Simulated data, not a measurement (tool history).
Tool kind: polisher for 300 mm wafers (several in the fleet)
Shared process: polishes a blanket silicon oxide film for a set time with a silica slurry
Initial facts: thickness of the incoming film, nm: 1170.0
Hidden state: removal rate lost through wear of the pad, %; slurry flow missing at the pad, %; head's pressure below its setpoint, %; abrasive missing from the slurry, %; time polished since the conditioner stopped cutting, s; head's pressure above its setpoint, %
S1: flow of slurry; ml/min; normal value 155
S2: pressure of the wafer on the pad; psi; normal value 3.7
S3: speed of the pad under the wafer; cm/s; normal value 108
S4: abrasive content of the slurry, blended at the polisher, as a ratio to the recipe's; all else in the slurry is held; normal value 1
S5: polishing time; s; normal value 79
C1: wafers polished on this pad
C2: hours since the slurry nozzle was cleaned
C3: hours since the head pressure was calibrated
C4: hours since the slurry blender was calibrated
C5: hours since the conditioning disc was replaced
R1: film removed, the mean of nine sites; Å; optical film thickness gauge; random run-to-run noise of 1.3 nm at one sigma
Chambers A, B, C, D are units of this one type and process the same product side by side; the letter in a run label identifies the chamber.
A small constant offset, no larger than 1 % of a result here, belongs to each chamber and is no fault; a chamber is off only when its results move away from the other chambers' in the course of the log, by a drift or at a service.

run	hour	S1	S2	S3	S4	S5	C1	C2	C3	C4	C5	R1
# hour 2.4: chamber A: head pressure recalibrated
1D	3.7	155	3.7	108	1	79	418	191.6	789.5	257.3	364.9	2059.5
2A	10.5	155	3.7	108	1	79	452	666.9	8.2	234.5	74.2	2051.3
3C	15.8	155	3.7	108	1	79	1337	129	795.6	162.7	354.6	2023.6
# hour 22.5: chamber C: head pressure recalibrated
4B	22.5	155	3.7	108	1	79	953	169.5	295.8	132.1	340.6	2053.8
5B	26.2	155	3.7	108	1	79	975	173.2	299.5	135.8	344.3	2026.1
# hour 28.3: chamber B: conditioning disc replaced and pad reconditioned
# hour 29.5: chamber A: slurry nozzle cleaned
6D	29.9	155	3.7	108	1	79	574	217.8	815.7	283.5	391.1	2033.5
7C	37.3	155	3.7	108	1	79	1465	150.5	14.9	184.2	376.1	2036.5
8A	40.9	155	3.7	108	1	79	633	11.4	38.6	264.9	104.6	2046.6
9D	48.1	155	3.7	108	1	79	682	236	833.9	301.7	409.3	2030.9
10C	53.6	155	3.7	108	1	79	1561	166.8	31.2	200.5	392.4	2049.8
11B	58.5	155	3.7	108	1	79	1167	205.5	331.8	168.1	30.2	2021.7
12A	64.2	155	3.7	108	1	79	771	34.7	61.9	288.2	127.9	2034.7
# hour 66: chamber B: worn pad replaced by a new one
# hour 70.3: chamber C: conditioning disc replaced and pad reconditioned
13A	70.3	155	3.7	108	1	79	807	40.8	68	294.3	134	2039.9
14B	74.7	155	3.7	108	1	79	52	221.7	348	184.3	46.4	2038.4
# hour 77: chamber C: worn pad replaced by a new one
15C	80.1	155	3.7	108	1	69	18	193.3	57.7	227	9.9	1722.3
16D	86.4	155	3.7	108	1	69	909	274.3	872.2	340	447.6	1772.8
17D	90.2	155	3.7	108	1	69	931	278.1	876	343.8	451.4	1800
18B	96	155	3.7	108	1	69	178	243	369.3	205.6	67.7	1771.4
19A	100	155	3.7	108	1	79	984	70.5	97.7	324	163.7	2041.9
# hour 103: chamber B: head pressure recalibrated
20C	106	135	3.7	108	1	63	172	219.2	83.6	252.9	35.8	1508.3
21B	109.4	135	3.7	108	1	63	258	256.4	6.4	219	81.1	1584.7
# hour 113.4: chamber C: slurry nozzle cleaned
22A	113.4	135	3.7	108	1	63	1063	83.9	111.1	337.4	177.1	1578.1
23C	119.7	135	3.7	108	1	63	253	6.3	97.3	266.6	49.5	1480.4
24D	122.9	155	3.7	108	1	79	1126	310.8	908.7	376.5	484.1	2053.7
25C	127.1	155	3.7	108	1	79	297	13.7	104.7	274	56.9	1875.6

One chamber off, gauge drift, or nothing amiss beyond the chambers' own small offsets? If it is a chamber, which one, and what is the likeliest cause?

One chamber, C, drifts off from the rest bit by bit.
Cause: abrasive missing from the slurry, % = 17.4.
The log might look much the same if the cause were instead: head's pressure below its setpoint, %.

Here are 4 candidates for chamber C's next run, each the usual settings with a change, their results left as question marks. Which one brings its results back in line with what the others give on the usual settings?
In-line tolerance around the mean of the other chambers on the usual settings: R1 46 Å
26C-1	132.5	155	3.9	112	1	79						?
26C-2	132.5	155	3.5	108	1	76						?
26C-3	132.5	155	3.7	108	1.1	79						?
26C-4	132.5	155	3.7	102	1	79						?

Average result of the remaining chambers running the usual settings: R1 2033.6 Å
run	R1
26C-1	2026.6
26C-2	1698.7
26C-3	1955.2
26C-4	1784.3
With 26C-1, the chamber falls back in line with the rest.

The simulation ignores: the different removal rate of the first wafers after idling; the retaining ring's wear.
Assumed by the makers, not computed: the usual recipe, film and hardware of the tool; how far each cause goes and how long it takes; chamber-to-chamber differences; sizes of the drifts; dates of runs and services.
